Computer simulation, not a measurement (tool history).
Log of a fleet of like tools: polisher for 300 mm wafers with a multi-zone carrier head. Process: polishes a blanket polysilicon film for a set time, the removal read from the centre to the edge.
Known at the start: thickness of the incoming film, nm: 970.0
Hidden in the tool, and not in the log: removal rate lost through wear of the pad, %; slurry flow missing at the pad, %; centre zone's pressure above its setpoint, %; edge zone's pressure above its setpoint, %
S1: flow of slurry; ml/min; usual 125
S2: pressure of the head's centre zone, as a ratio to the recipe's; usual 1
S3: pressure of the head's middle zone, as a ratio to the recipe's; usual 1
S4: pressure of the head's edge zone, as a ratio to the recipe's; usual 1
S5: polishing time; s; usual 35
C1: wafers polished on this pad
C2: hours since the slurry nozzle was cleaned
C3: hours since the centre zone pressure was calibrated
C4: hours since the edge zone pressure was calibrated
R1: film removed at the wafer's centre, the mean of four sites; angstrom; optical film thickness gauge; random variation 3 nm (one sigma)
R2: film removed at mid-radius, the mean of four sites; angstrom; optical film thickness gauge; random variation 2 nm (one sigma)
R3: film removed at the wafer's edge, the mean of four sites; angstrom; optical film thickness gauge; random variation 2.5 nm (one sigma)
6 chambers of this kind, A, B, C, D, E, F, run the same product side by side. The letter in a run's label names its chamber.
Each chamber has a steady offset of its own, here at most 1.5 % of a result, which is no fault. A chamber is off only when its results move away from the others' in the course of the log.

run	hour	S1	S2	S3	S4	S5	C1	C2	C3	C4	R1	R2	R3
# hour 2.7: chamber F: edge zone pressure recalibrated
1C	6	125	1	1	1	35	1149	214.3	276.8	873.7	2509.7	2457.1	2427.8
# hour 12.3: chamber E: worn pad replaced by a new one
2F	16.4	125	1	1	1	35	1253	97.4	98.9	13.7	2412.3	2495.9	2469
# hour 21.8: chamber F: worn pad replaced by a new one
# hour 25.5: chamber C: worn pad replaced by a new one
3B	27.2	125	1	1	1	35	822	191.4	66.9	749.6	2466	2496.7	2462.2
4A	33.7	125	1	1	1	35	699	515.8	369.1	638.9	2486.4	2489.9	2467.7
# hour 33.8: chamber B: worn pad replaced by a new one
# hour 35.9: chamber E: centre zone pressure recalibrated
5D	45.1	125	1	0.94	1.06	35	756	68.4	784.9	170.8	2516.1	2312	2555.6
# hour 47.7: chamber B: edge zone pressure recalibrated
6E	56	125	1	0.94	1.06	35	573	147.5	20.1	129	2477.6	2318.3	2539.1
7B	64.8	125	1	0.94	1.06	35	407	229	104.5	17.1	2423.2	2355.7	2508
# hour 70.6: chamber D: worn pad replaced by a new one
# hour 75.4: chamber D: centre zone pressure recalibrated
8C	76.4	125	1	0.94	1.06	35	668	284.7	347.2	944.1	2445.1	2327.3	2547.3
# hour 78.8: chamber E: worn pad replaced by a new one
# hour 79.8: chamber A: worn pad replaced by a new one
# hour 85.7: chamber A: centre zone pressure recalibrated
9F	87.7	125	1	0.94	1.06	35	865	168.7	170.2	85	2440.3	2339.4	2511.8
10E	93.7	125	1	0.94	1.06	35	196	185.2	57.8	166.7	2411.6	2338.3	2525.7
# hour 97.8: chamber B: worn pad replaced by a new one
11D	106.1	125	1.1	1	1	40	466	129.4	30.8	231.8	3162.4	2783.9	2815.1
# hour 109.7: chamber F: worn pad replaced by a new one
12A	118.7	125	1.1	1	1	40	511	600.8	33	723.9	3126.9	2819.9	2802.4
13A	124.5	125	1.1	1	1	40	587	606.6	38.8	729.7	3066.4	2769.3	2774.6
# hour 129.9: chamber C: worn pad replaced by a new one
14B	131.3	125	1.1	1	1	40	440	295.5	171	83.6	3194.1	2774.7	2755.3
15C	138.6	125	1.1	1	1	40	114	346.9	409.4	1006.3	3180.1	2806.4	2755.9
# hour 146.7: chamber E: worn pad replaced by a new one
16D	147.5	125	1.1	1	1	40	1009	170.8	72.2	273.2	3130.5	2816.4	2793.4
# hour 155.2: chamber D: worn pad replaced by a new one
17E	157.6	125	1	1	1	35	144	249.1	121.7	230.6	2450.9	2463.8	2487.8
# hour 158.9: chamber D: edge zone pressure recalibrated
18F	170.5	125	1	1	1.07	35	798	251.5	253	167.8	2404.6	2436	2532
# hour 182.1: chamber B: worn pad replaced by a new one
19D	183	125	1	1	1.07	35	365	206.3	107.7	24.1	2489.4	2437.8	2572.7
20A	189.5	125	1	1	1.07	35	1440	671.6	103.8	794.7	2346	2392.4	2483.6
# hour 194.9: chamber A: worn pad replaced by a new one
21F	195.8	125	1	1	1.07	35	1130	276.8	278.3	193.1	2462.4	2482.8	2577.2
22B	202.6	125	1	1	1.07	35	270	366.8	242.3	154.9	2498	2465.4	2529.7
# hour 203.5: chamber F: worn pad replaced by a new one
# hour 209.5: chamber F: slurry nozzle cleaned
# hour 210.2: chamber E: worn pad replaced by a new one
# hour 211.3: chamber C: slurry nozzle cleaned
23C	215.4	125	1	1	1.07	35	1122	4.1	486.2	1083.1	2515.5	2461.3	2504.8
24E	227.6	125	1	1	1	35	229	319.1	191.7	300.6	2430.5	2467.8	2466.7
# hour 233.9: chamber D: worn pad replaced by a new one
25D	239	125	1	1	1	35	67	262.3	163.7	80.1	2482.4	2438.1	2464.5
# hour 241.7: chamber C: worn pad replaced by a new one
26C	245.4	95	1	1	1	35	49	34.1	516.2	1113.1	2218.9	2286.2	2352.2
27E	258	95	1	1	1	35	628	349.5	222.1	331	2192	2249.6	2365.2
# hour 259.6: chamber B: worn pad replaced by a new one
28B	270	95	1	1	1	35	136	434.2	309.7	222.3	2275.3	2288.4	2301.3
29A	281.2	95	1	1	1	35	1133	763.3	195.5	886.4	2074	2156.2	2242.5
# hour 281.9: chamber E: worn pad replaced by a new one
# hour 291.1: chamber A: worn pad replaced by a new one
30F	292	95	1	1	1	35	1162	82.5	374.5	289.3	2266.9	2284	2312
31A	299.6	95	1	1	1	35	111	781.7	213.9	904.8	2091.7	2127.2	2206.1
# hour 310: chamber E: edge zone pressure recalibrated
32F	310.1	125	1	1	1	35	1399	100.6	392.6	307.4	2483.4	2463.1	2434
# hour 315.2: chamber D: worn pad replaced by a new one
33D	316.8	125	1	1	1	29	21	340.1	241.5	157.9	2026.8	2016.4	2030.7
# hour 326.9: chamber B: worn pad replaced by a new one
34B	328.6	125	1	1	1	29	22	492.8	368.3	280.9	2062.2	2036.7	2014.2
35C	335.7	125	1	1	1	29	1234	124.4	606.5	1203.4	1982.1	1984.7	2024.7
# hour 342.3: chamber C: worn pad replaced by a new one
36E	342.3	125	1	1	1	29	793	433.8	306.4	32.3	2066.3	2016.9	2034
37C	349.5	125	1	1	1	29	95	138.2	620.3	1217.2	2033.6	2024.1	1997.4
# hour 350: chamber E: worn pad replaced by a new one
38B	362.3	125	1	1	1	29	464	526.5	402	314.6	2082.8	2058.4	2016.5
39E	371	125	1	1	0.95	35	275	462.5	335.1	61	2449.9	2455.9	2367.2

Next, every chamber runs the same settings. What will each give?
40A	380.2	125	1	1	1	35					?	?	?
40B	380.2	125	1	1	1	35					?	?	?
40C	380.2	125	1	1	1	35					?	?	?
40D	380.2	125	1	1	1	35					?	?	?
40E	380.2	125	1	1	1	35					?	?	?
40F	380.2	125	1	1	1	35					?	?	?

run	R1	R2	R3
40A	2238.8	2261.9	2321.9
40B	2502.2	2435.8	2432.8
40C	2420.2	2495.7	2434.7
40D	2461.6	2434.9	2430.5
40E	2496.2	2416.7	2468.2
40F	2406.1	2463.9	2426.2

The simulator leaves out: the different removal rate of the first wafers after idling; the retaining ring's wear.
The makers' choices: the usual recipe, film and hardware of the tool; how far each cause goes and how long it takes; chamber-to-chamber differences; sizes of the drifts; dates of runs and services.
